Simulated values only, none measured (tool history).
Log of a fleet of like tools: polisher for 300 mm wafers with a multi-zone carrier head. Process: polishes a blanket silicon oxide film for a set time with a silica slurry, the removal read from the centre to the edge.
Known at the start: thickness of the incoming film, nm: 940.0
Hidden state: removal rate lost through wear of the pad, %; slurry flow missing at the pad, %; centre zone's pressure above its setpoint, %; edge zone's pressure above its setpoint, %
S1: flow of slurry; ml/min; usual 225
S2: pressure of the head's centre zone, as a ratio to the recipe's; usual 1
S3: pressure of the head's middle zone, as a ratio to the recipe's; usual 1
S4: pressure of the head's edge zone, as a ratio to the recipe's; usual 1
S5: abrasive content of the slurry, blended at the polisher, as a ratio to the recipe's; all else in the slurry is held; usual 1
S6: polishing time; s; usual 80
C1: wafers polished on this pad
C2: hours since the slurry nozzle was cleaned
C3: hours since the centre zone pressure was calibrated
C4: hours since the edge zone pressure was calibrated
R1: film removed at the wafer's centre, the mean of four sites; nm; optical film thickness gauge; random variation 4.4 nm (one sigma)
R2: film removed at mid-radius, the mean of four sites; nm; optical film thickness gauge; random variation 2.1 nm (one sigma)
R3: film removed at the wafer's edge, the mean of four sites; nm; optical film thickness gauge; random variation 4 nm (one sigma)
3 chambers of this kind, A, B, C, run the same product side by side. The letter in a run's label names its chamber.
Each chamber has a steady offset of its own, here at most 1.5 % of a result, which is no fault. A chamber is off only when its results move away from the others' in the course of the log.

run   hour   S1    S2  S3  S4   S5  S6    C1     C2      C3      C4      R1      R2      R3
 1B    8.2  225     1   1   1    1  80  1110   36.1   719.7   273.8  303.88  300.43  305.78
 2A   23.6  225     1   1   1    1  80  1078  250.5   135.2    1013  299.57  300.15  303.95
      23.8  -- chamber A: worn pad replaced by a new one
      31.1  -- chamber B: worn pad replaced by a new one
        36  -- chamber B: edge zone pressure recalibrated
 3C   36.8  225     1   1   1    1  80   910  111.9   433.6  1300.8  305.64  306.03  309.48
 4C   47.7  225     1   1   1    1  80  1007  122.8   444.5  1311.7  308.14  307.99  298.51
 5A   57.5  225     1   1   1    1  80   300  284.4   169.1  1046.9  308.91  302.98   297.3
      62.1  -- chamber A: slurry nozzle cleaned
 6B   68.5  225     1   1   1    1  80   333   96.4     780    32.5  296.43  300.72   307.5
      72.2  -- chamber C: worn pad replaced by a new one
 7B   78.2  225     1   1   1    1  80   419  106.1   789.7    42.2  296.82   304.3  303.57
 8A   85.4  225     1   1   1    1  80   548   23.3     197  1074.8  303.59  299.78  303.45
 9C   92.9  225     1   1   1    1  80   185    168   489.7  1356.9  304.51  308.38  304.82
10C  108.3  225     1   1   1    1  80   322  183.4   505.1  1372.3  297.91  305.64  298.41
11B  118.9  225     1   1   1    1  80   782  146.8   830.4    82.9  304.61  300.73  303.47
12A  128.6  225     1   1   1    1  80   933   66.5   240.2    1118  309.18  307.67  305.34
13B  136.3  225     1   1   1    1  80   937  164.2   847.8   100.3  308.96   301.3  306.52
     138.5  -- chamber A: worn pad replaced by a new one
     144.7  -- chamber C: edge zone pressure recalibrated
14C  148.1  225     1   1   1    1  80   676  223.2   544.9     3.5  307.95  306.33  307.28
15A  155.7  225     1   1   1    1  80   154   93.6   267.3  1145.1  302.03  302.44  297.09
     162.8  -- chamber B: worn pad replaced by a new one
16A  170.4  225     1   1   1    1  80   285  108.3     282  1159.8   303.4  304.74  300.28
     176.1  -- chamber C: centre zone pressure recalibrated
17C  183.5  225     1   1   1  0.9  57   992  258.6     7.5    38.9  205.76  206.77  205.41
18B  193.2  225     1   1   1  0.9  57   271  221.1   904.7   157.2   214.3  202.42  207.78
     203.8  -- chamber C: worn pad replaced by a new one
19A  205.5  225     1   1   1  0.9  57   597  143.4   317.1  1194.9  206.58  204.39  205.12
20B  219.8  225     1   1   1    1  80   508  247.7   931.3   183.8  314.81  299.88  306.41
21C  228.5  225     1   1   1    1  80   220  303.6    52.5    83.9  307.66  305.04  294.25
22B    237  225     1   1   1    1  80   661  264.9   948.5     201  315.86  297.68  297.11
23C  247.3  225  0.95   1   1    1  66   388  322.4    71.3   102.7  243.03  249.56  251.71
       249  -- chamber A: worn pad replaced by a new one
24A  255.2  225  0.95   1   1    1  66    56  193.1   366.8  1244.6  227.44  249.31  255.35
25C  266.2  225  0.95   1   1    1  66   556  341.3    90.2   121.6   245.8  250.37  246.98
26B  274.6  260     1   1   1  1.1  80   996  302.5   986.1   238.6  338.93     315  321.77
27A  281.7  260     1   1   1  1.1  80   292  219.6   393.3  1271.1  320.44  320.79  328.05
     292.3  -- chamber A: slurry nozzle cleaned
28C  294.6  260     1   1   1  1.1  80   809  369.7   118.6     150  319.81   326.2  321.97
     300.5  -- chamber B: worn pad replaced by a new one
29B  304.1  225     1   1   1    1  80    32    332  1015.6   268.1  316.54  296.26  303.68
30A  313.1  225     1   1   1    1  80   571   20.9   424.7  1302.5  305.48   299.6  302.22
     325.7  -- chamber B: edge zone pressure recalibrated
31B  328.1  225     1   1   1    1  80   246    356  1039.6     2.5   328.8  294.75  302.41
32C  335.6  225     1   1   1    1  80  1174  410.7   159.6     191  304.52  307.09  302.84
     336.5  -- chamber C: worn pad replaced by a new one
     337.1  -- chamber B: slurry nozzle cleaned
33A  348.8  225     1   1   1    1  80   889   56.6   460.4  1338.2  292.92  302.42  308.67
34C    356  225     1   1   1    1  80   174  431.1     180   211.4  309.48  307.53  304.69
35A    364  225     1   1   1    1  80  1025   71.8   475.6  1353.4  297.33  302.75  308.37
     365.5  -- chamber A: worn pad replaced by a new one
36B  375.8  225     1   1   1    1  80   671   38.8  1087.3    50.2  334.34  300.34  299.68
37A  385.5  225     1   1   1    1  80   178   93.3   497.1  1374.9  307.17  303.04  301.21
38C  392.6  225     1   1   1    1  80   500  467.7   216.6     248  299.51   306.7  304.74
39B  404.8  225     1   1   1    1  80   929   67.8  1116.3    79.2  338.88  299.38  310.54
40C  413.2  225     1   1   1    1  80   684  488.3   237.2   268.6  295.68  307.75  303.33
41B  420.1  225     1   1   1    1  80  1065   83.1  1131.6    94.5  335.03  299.11  315.89
42A    435  225     1   1   1    1  80   619  142.8   546.6  1424.4  297.22  301.47  300.54
     436.4  -- chamber B: worn pad replaced by a new one
43C  448.3  265   0.9   1   1    1  80   996  523.4   272.3   303.7  276.16  308.23  305.61
44B  463.9  265   0.9   1   1    1  80   245  126.9  1175.4   138.3  303.43  307.37  306.12

What goes on in this fleet: one chamber off, a drifting gauge, or nothing beyond the chambers' own small offsets? Name the chamber and the cause, if any.

Chamber B drifts away from the others.
Cause: centre zone's pressure above its setpoint, % = 10.6.

Here are 4 candidates for chamber B's next run, each the usual settings with a change, their results left as question marks. Which one brings its results back in line with what the others give on the usual settings?
In line means no further than this from the other chambers' mean on the usual settings: R1 15 nm; R2 7.2 nm; R3 14 nm
45B-1  475.1  220  0.91  1.03  1.02   1  79                   ?   ?   ?
45B-2  475.1  230  1.09  0.97  0.98   1  81                   ?   ?   ?
45B-3  475.1  225  0.98  1.01     1   1  80                   ?   ?   ?
45B-4  475.1  225  1.02  0.99     1   1  80                   ?   ?   ?

The other chambers' mean on the usual settings: R1 303.14 nm; R2 303.99 nm; R3 303.54 nm
  run      R1      R2      R3
45B-1  300.48  304.31  305.66
45B-2   378.1  296.76  308.43
45B-3  331.34  303.45  307.05
45B-4  346.22  297.89  307.14
45B-1 brings the chamber back in line.

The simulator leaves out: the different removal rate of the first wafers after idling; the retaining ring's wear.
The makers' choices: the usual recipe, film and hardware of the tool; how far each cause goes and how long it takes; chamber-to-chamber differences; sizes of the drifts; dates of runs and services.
